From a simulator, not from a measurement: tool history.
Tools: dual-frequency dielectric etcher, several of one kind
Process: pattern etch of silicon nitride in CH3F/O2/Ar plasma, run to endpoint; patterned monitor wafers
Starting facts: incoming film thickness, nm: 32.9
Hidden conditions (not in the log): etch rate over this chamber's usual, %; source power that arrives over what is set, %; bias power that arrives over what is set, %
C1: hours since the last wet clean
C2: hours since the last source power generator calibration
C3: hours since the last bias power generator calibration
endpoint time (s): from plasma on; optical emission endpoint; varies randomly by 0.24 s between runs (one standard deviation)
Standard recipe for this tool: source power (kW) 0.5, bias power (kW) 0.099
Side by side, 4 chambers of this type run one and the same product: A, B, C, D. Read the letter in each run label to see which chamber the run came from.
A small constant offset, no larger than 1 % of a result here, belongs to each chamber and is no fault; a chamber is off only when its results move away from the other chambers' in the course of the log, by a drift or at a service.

{"hour": 6.3, "done": "chamber B: wet clean of the chamber"}
{"run": "1C", "hour": 9.9, "source power (kW)": 0.5, "bias power (kW)": 0.099, "C1": 310.8, "C2": 3093.1, "C3": 332.3, "endpoint time (s)": 38.618}
{"run": "2D", "hour": 17.9, "source power (kW)": 0.5, "bias power (kW)": 0.099, "C1": 185.6, "C2": 1679, "C3": 4037.5, "endpoint time (s)": 39.743}
{"run": "3A", "hour": 26.6, "source power (kW)": 0.5, "bias power (kW)": 0.099, "C1": 292.2, "C2": 1716, "C3": 1307.9, "endpoint time (s)": 39.18}
{"run": "4B", "hour": 37.6, "source power (kW)": 0.5, "bias power (kW)": 0.099, "C1": 31.4, "C2": 3959.3, "C3": 617.4, "endpoint time (s)": 39.041}
{"hour": 38.3, "done": "chamber A: source power generator calibrated"}
{"run": "5A", "hour": 47.1, "source power (kW)": 0.5, "bias power (kW)": 0.099, "C1": 312.7, "C2": 8.8, "C3": 1328.4, "endpoint time (s)": 39.241}
{"run": "6C", "hour": 52.9, "source power (kW)": 0.5, "bias power (kW)": 0.099, "C1": 353.8, "C2": 3136.1, "C3": 375.3, "endpoint time (s)": 38.593}
{"run": "7B", "hour": 60.8, "source power (kW)": 0.5, "bias power (kW)": 0.099, "C1": 54.6, "C2": 3982.5, "C3": 640.6, "endpoint time (s)": 39.148}
{"run": "8D", "hour": 68.0, "source power (kW)": 0.5, "bias power (kW)": 0.099, "C1": 235.7, "C2": 1729.1, "C3": 4087.6, "endpoint time (s)": 39.8}
{"run": "9D", "hour": 80.1, "source power (kW)": 0.5, "bias power (kW)": 0.099, "C1": 247.8, "C2": 1741.2, "C3": 4099.7, "endpoint time (s)": 39.211}
{"run": "10B", "hour": 86.6, "source power (kW)": 0.5, "bias power (kW)": 0.099, "C1": 80.4, "C2": 4008.3, "C3": 666.4, "endpoint time (s)": 39.072}
{"run": "11C", "hour": 96.3, "source power (kW)": 0.5, "bias power (kW)": 0.099, "C1": 397.2, "C2": 3179.5, "C3": 418.7, "endpoint time (s)": 38.728}
{"run": "12A", "hour": 107.5, "source power (kW)": 0.5, "bias power (kW)": 0.099, "C1": 373.1, "C2": 69.2, "C3": 1388.8, "endpoint time (s)": 38.75}
{"run": "13B", "hour": 117.9, "source power (kW)": 0.5, "bias power (kW)": 0.099, "C1": 111.7, "C2": 4039.6, "C3": 697.7, "endpoint time (s)": 39.442}
{"run": "14D", "hour": 128.1, "source power (kW)": 0.44, "bias power (kW)": 0.075, "C1": 295.8, "C2": 1789.2, "C3": 4147.7, "endpoint time (s)": 45.72}
{"run": "15A", "hour": 137.3, "source power (kW)": 0.44, "bias power (kW)": 0.075, "C1": 402.9, "C2": 99, "C3": 1418.6, "endpoint time (s)": 45.118}
{"run": "16C", "hour": 143.4, "source power (kW)": 0.44, "bias power (kW)": 0.075, "C1": 444.3, "C2": 3226.6, "C3": 465.8, "endpoint time (s)": 44.935}
{"run": "17C", "hour": 152.1, "source power (kW)": 0.44, "bias power (kW)": 0.075, "C1": 453, "C2": 3235.3, "C3": 474.5, "endpoint time (s)": 45.527}
{"run": "18B", "hour": 159.4, "source power (kW)": 0.5, "bias power (kW)": 0.099, "C1": 153.2, "C2": 4081.1, "C3": 739.2, "endpoint time (s)": 39.33}
{"run": "19D", "hour": 168.0, "source power (kW)": 0.5, "bias power (kW)": 0.099, "C1": 335.7, "C2": 1829.1, "C3": 4187.6, "endpoint time (s)": 38.841}
{"run": "20A", "hour": 176.5, "source power (kW)": 0.5, "bias power (kW)": 0.099, "C1": 442.1, "C2": 138.2, "C3": 1457.8, "endpoint time (s)": 38.619}
{"run": "21D", "hour": 182.7, "source power (kW)": 0.5, "bias power (kW)": 0.099, "C1": 350.4, "C2": 1843.8, "C3": 4202.3, "endpoint time (s)": 39.316}
{"run": "22C", "hour": 194.5, "source power (kW)": 0.5, "bias power (kW)": 0.099, "C1": 495.4, "C2": 3277.7, "C3": 516.9, "endpoint time (s)": 39.145}
{"run": "23B", "hour": 204.2, "source power (kW)": 0.5, "bias power (kW)": 0.099, "C1": 198, "C2": 4125.9, "C3": 784, "endpoint time (s)": 39.229}
{"run": "24A", "hour": 216.1, "source power (kW)": 0.5, "bias power (kW)": 0.099, "C1": 481.7, "C2": 177.8, "C3": 1497.4, "endpoint time (s)": 38.276}
{"run": "25B", "hour": 221.6, "source power (kW)": 0.5, "bias power (kW)": 0.099, "C1": 215.4, "C2": 4143.3, "C3": 801.4, "endpoint time (s)": 39.426}
{"run": "26C", "hour": 233.3, "source power (kW)": 0.5, "bias power (kW)": 0.099, "C1": 534.2, "C2": 3316.5, "C3": 555.7, "endpoint time (s)": 38.984}
{"run": "27A", "hour": 243.3, "source power (kW)": 0.5, "bias power (kW)": 0.099, "C1": 508.9, "C2": 205, "C3": 1524.6, "endpoint time (s)": 37.962}
{"run": "28D", "hour": 250.9, "source power (kW)": 0.45, "bias power (kW)": 0.115, "C1": 418.6, "C2": 1912, "C3": 4270.5, "endpoint time (s)": 38.617}
{"run": "29A", "hour": 257.1, "source power (kW)": 0.45, "bias power (kW)": 0.115, "C1": 522.7, "C2": 218.8, "C3": 1538.4, "endpoint time (s)": 37.608}
{"run": "30C", "hour": 266.5, "source power (kW)": 0.45, "bias power (kW)": 0.115, "C1": 567.4, "C2": 3349.7, "C3": 588.9, "endpoint time (s)": 38.344}
{"run": "31D", "hour": 276.4, "source power (kW)": 0.45, "bias power (kW)": 0.115, "C1": 444.1, "C2": 1937.5, "C3": 4296, "endpoint time (s)": 38.35}
{"run": "32B", "hour": 287.9, "source power (kW)": 0.5, "bias power (kW)": 0.099, "C1": 281.7, "C2": 4209.6, "C3": 867.7, "endpoint time (s)": 39.166}
{"run": "33C", "hour": 297.2, "source power (kW)": 0.5, "bias power (kW)": 0.099, "C1": 598.1, "C2": 3380.4, "C3": 619.6, "endpoint time (s)": 39.025}
{"run": "34D", "hour": 308.7, "source power (kW)": 0.5, "bias power (kW)": 0.099, "C1": 476.4, "C2": 1969.8, "C3": 4328.3, "endpoint time (s)": 39.103}
{"run": "35A", "hour": 317.0, "source power (kW)": 0.5, "bias power (kW)": 0.099, "C1": 582.6, "C2": 278.7, "C3": 1598.3, "endpoint time (s)": 37.511}
{"run": "36B", "hour": 324.4, "source power (kW)": 0.5, "bias power (kW)": 0.099, "C1": 318.2, "C2": 4246.1, "C3": 904.2, "endpoint time (s)": 39.292}
{"run": "37D", "hour": 335.1, "source power (kW)": 0.5, "bias power (kW)": 0.099, "C1": 502.8, "C2": 1996.2, "C3": 4354.7, "endpoint time (s)": 38.921}
{"run": "38A", "hour": 341.6, "source power (kW)": 0.5, "bias power (kW)": 0.099, "C1": 607.2, "C2": 303.3, "C3": 1622.9, "endpoint time (s)": 37.519}
{"run": "39B", "hour": 348.1, "source power (kW)": 0.5, "bias power (kW)": 0.099, "C1": 341.9, "C2": 4269.8, "C3": 927.9, "endpoint time (s)": 39.332}
{"run": "40C", "hour": 357.9, "source power (kW)": 0.5, "bias power (kW)": 0.099, "C1": 658.8, "C2": 3441.1, "C3": 680.3, "endpoint time (s)": 38.946}
{"hour": 363.7, "done": "chamber C: wet clean of the chamber"}
{"run": "41A", "hour": 364.8, "source power (kW)": 0.5, "bias power (kW)": 0.099, "C1": 630.4, "C2": 326.5, "C3": 1646.1, "endpoint time (s)": 37.17}
{"run": "42B", "hour": 372.4, "source power (kW)": 0.5, "bias power (kW)": 0.099, "C1": 366.2, "C2": 4294.1, "C3": 952.2, "endpoint time (s)": 39.131}
{"run": "43D", "hour": 384.6, "source power (kW)": 0.5, "bias power (kW)": 0.099, "C1": 552.3, "C2": 2045.7, "C3": 4404.2, "endpoint time (s)": 39.052}
{"run": "44C", "hour": 393.2, "source power (kW)": 0.5, "bias power (kW)": 0.099, "C1": 29.6, "C2": 3476.4, "C3": 715.6, "endpoint time (s)": 38.686}

For the next run the whole fleet of 4 chambers uses the same settings. Give each chamber's results:
{"run": "45A", "hour": 402.2, "source power (kW)": 0.5, "bias power (kW)": 0.099, "endpoint time (s)": "?"}
{"run": "45B", "hour": 402.2, "source power (kW)": 0.5, "bias power (kW)": 0.099, "endpoint time (s)": "?"}
{"run": "45C", "hour": 402.2, "source power (kW)": 0.5, "bias power (kW)": 0.099, "endpoint time (s)": "?"}
{"run": "45D", "hour": 402.2, "source power (kW)": 0.5, "bias power (kW)": 0.099, "endpoint time (s)": "?"}

run=45A endpoint_time_(s)=37.216
run=45B endpoint_time_(s)=39.491
run=45C endpoint_time_(s)=39.076
run=45D endpoint_time_(s)=39.111
